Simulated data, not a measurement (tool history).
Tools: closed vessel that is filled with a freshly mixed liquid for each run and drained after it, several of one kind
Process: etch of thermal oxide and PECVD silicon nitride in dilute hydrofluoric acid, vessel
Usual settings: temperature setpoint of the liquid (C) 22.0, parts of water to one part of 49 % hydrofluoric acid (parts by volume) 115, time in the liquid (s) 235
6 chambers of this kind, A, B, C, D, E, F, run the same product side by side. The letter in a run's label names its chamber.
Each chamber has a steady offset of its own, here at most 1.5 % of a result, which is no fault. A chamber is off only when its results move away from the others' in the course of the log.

run,hour,temperature setpoint of the liquid (C),parts of water to one part of 49 % hydrofluoric acid (parts by volume),time in the liquid (s),"read-back film thickness of the thermal oxide reference wafer, read on the same gauge (nm)","read-back film thickness of the PECVD silicon nitride reference wafer, read on the same gauge (nm)",thickness taken off the thermal oxide on a monitor wafer (angstrom),thickness taken off the PECVD silicon nitride on a monitor wafer (angstrom)
1E,8.0,22.0,115,235,89.987,150.04,86.863,58.171
2B,12.0,22.0,115,235,89.993,150.00,86.799,56.820
3F,20.1,22.0,115,235,90.002,149.95,87.140,58.698
4A,24.3,22.0,115,235,89.995,150.04,86.453,57.639
5D,28.8,22.0,115,235,90.011,149.98,87.726,57.597
6C,37.6,22.0,115,235,90.007,150.03,86.226,58.228
7A,44.6,22.0,115,235,89.996,149.99,86.538,57.425
8D,53.0,22.0,115,235,90.010,149.98,86.751,57.998
9B,59.7,22.0,115,235,90.000,150.04,86.642,56.777
10F,64.7,22.0,115,235,90.002,149.99,87.200,57.758
11C,70.1,22.0,115,235,89.992,149.99,85.927,57.730
12E,74.7,22.0,115,235,89.991,150.00,86.605,57.224
13C,81.4,22.0,115,235,89.990,150.03,85.494,57.976
# hour 83.9: chamber C: thermometer replaced
14F,85.7,22.0,115,235,90.000,149.99,86.576,58.084
# hour 86.1: chamber A: hydrofluoric acid flow meter replaced
15D,89.6,22.0,115,235,89.995,150.00,87.192,57.116
16B,95.7,22.0,115,235,90.007,150.00,86.287,57.386
17E,101.4,20.5,135,235,90.013,150.01,67.901,44.477
18A,110.1,20.5,135,235,89.995,149.98,68.380,44.408
19C,114.9,20.5,135,235,90.012,149.97,67.511,44.747
20F,120.0,20.5,135,235,90.002,150.04,68.440,45.018
21E,128.1,20.5,135,235,90.006,150.01,67.893,44.662
22D,136.7,20.5,135,235,90.009,150.02,68.065,44.172
23B,141.6,25.5,115,235,90.016,149.99,99.240,71.980
24A,150.0,25.5,115,235,90.006,150.01,99.686,72.102
25C,156.0,25.5,115,235,90.010,149.97,98.435,73.102
26D,161.0,25.5,115,235,89.987,149.97,99.996,72.636
27F,169.2,25.5,115,235,90.004,150.00,100.060,73.556
28E,174.9,25.5,115,235,89.989,149.99,98.909,72.981
29A,179.2,22.0,115,235,90.003,150.01,86.925,57.521
30B,184.5,22.0,115,235,89.996,150.00,85.793,57.086
31D,191.0,22.0,150,370,90.016,150.02,100.510,69.909
32F,196.3,22.0,150,370,89.992,150.02,101.040,70.331
33C,203.0,22.0,150,370,89.995,149.97,100.140,70.624
34E,209.9,22.0,150,370,90.008,150.00,100.080,69.992
# hour 215.6: chamber A: thermometer replaced
35A,217.6,22.0,150,370,90.010,149.97,100.220,69.047
36B,224.0,22.0,150,370,89.991,149.99,100.750,69.128
37D,231.4,22.0,115,235,89.991,150.02,87.094,57.683
# hour 235.4: chamber E: hydrofluoric acid flow meter replaced
38F,238.6,22.0,115,235,90.004,149.98,86.774,57.535
# hour 239.1: chamber B: hydrofluoric acid flow meter replaced
# hour 245.3: chamber F: thermometer replaced
39E,247.1,22.0,115,235,90.017,150.02,86.769,57.928
40B,253.7,22.0,115,235,90.000,150.02,86.756,57.762
41C,262.2,22.0,115,235,89.985,149.99,85.845,57.806
# hour 263.1: chamber F: hydrofluoric acid flow meter replaced
42A,269.1,22.0,115,235,90.007,149.99,86.700,57.299
43F,273.0,22.0,115,235,89.995,149.99,87.233,57.392

All 6 chambers run these settings next. Forecast each chamber's results:
44A,279.4,22.0,115,235,,,?,?
44B,279.4,22.0,115,235,,,?,?
44C,279.4,22.0,115,235,,,?,?
44D,279.4,22.0,115,235,,,?,?
44E,279.4,22.0,115,235,,,?,?
44F,279.4,22.0,115,235,,,?,?

run,thickness taken off the thermal oxide on a monitor wafer (angstrom),thickness taken off the PECVD silicon nitride on a monitor wafer (angstrom)
44A,86.604,56.926
44B,87.169,57.135
44C,85.761,58.329
44D,87.154,57.617
44E,87.027,57.992
44F,87.150,58.287
